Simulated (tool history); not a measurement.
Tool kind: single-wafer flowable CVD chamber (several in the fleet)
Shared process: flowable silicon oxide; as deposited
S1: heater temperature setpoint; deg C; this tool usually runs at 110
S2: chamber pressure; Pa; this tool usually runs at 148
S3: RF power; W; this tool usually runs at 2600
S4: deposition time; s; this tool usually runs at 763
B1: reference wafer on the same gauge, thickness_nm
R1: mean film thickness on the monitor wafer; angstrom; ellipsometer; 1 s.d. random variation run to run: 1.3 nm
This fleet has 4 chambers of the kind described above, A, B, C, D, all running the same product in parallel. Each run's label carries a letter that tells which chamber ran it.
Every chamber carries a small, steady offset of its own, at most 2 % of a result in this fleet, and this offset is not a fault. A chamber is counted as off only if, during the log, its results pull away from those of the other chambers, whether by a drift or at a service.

Run 1D, day 0.383: usual settings; B1 578.18. Result: R1 5233.2 angstrom.
Run 2B, day 0.833: usual settings; B1 577.84. Result: R1 5173.9 angstrom.
Run 3A, day 1.254: usual settings; B1 577.81. Result: R1 5188.6 angstrom.
Run 4C, day 1.504: usual settings; B1 577.8. Result: R1 5175 angstrom.
Run 5A, day 1.888: usual settings; B1 578.12. Result: R1 5187.6 angstrom.
At day 1.942: chamber D: RF generator calibrated.
Run 6C, day 2.246: usual settings; B1 577.89. Result: R1 5181.3 angstrom.
Run 7B, day 2.654: usual settings; B1 578.21. Result: R1 5167.7 angstrom.
Run 8D, day 3.062: usual settings; B1 578.23. Result: R1 5263.2 angstrom.
Run 9D, day 3.408: usual settings; B1 578.07. Result: R1 5264.1 angstrom.
Run 10A, day 3.675: usual settings; B1 578.03. Result: R1 5191.7 angstrom.
Run 11C, day 3.954: usual settings; B1 577.86. Result: R1 5157.9 angstrom.
Run 12B, day 4.288: usual settings; B1 577.66. Result: R1 5193.3 angstrom.
Run 13A, day 4.504: usual settings; B1 578.05. Result: R1 5199.4 angstrom.
Run 14B, day 4.867: usual settings; B1 578.12. Result: R1 5143.1 angstrom.
Run 15C, day 5.3: usual settings; B1 577.83. Result: R1 5181 angstrom.
At day 5.675: chamber B: thermocouple changed; heater temperature recalibrated.
Run 16D, day 5.733: usual settings; B1 578.06. Result: R1 5267.7 angstrom.
Run 17C, day 6.096: usual settings but S1 101 deg C; B1 577.95. Result: R1 7004.1 angstrom.
At day 6.429: chamber D: thermocouple changed; heater temperature recalibrated.
Run 18D, day 6.529: usual settings but S1 101 deg C; B1 577.83. Result: R1 7047 angstrom.
Run 19A, day 6.938: usual settings but S1 101 deg C; B1 578.01. Result: R1 7003.7 angstrom.
Run 20B, day 7.192: usual settings but S1 101 deg C; B1 577.94. Result: R1 7018.7 angstrom.
Run 21A, day 7.517: usual settings; B1 578.15. Result: R1 5212.4 angstrom.
Run 22C, day 7.738: usual settings; B1 577.62. Result: R1 5169.2 angstrom.
Run 23B, day 8.096: usual settings but S4 633 s; B1 577.73. Result: R1 4285.7 angstrom.
Run 24D, day 8.346: usual settings but S4 633 s; B1 577.67. Result: R1 4372.9 angstrom.
Run 25B, day 8.633: usual settings but S4 633 s; B1 578.24. Result: R1 4282.4 angstrom.
Run 26D, day 8.875: usual settings but S4 633 s; B1 578. Result: R1 4350.5 angstrom.
Run 27A, day 9.296: usual settings; B1 577.92. Result: R1 5211.2 angstrom.

One chamber off, gauge drift, or nothing amiss beyond the chambers' own small offsets? If it is a chamber, which one, and what is the likeliest cause?

No chamber stands off beyond its own small offset, and the gauge holds steady.
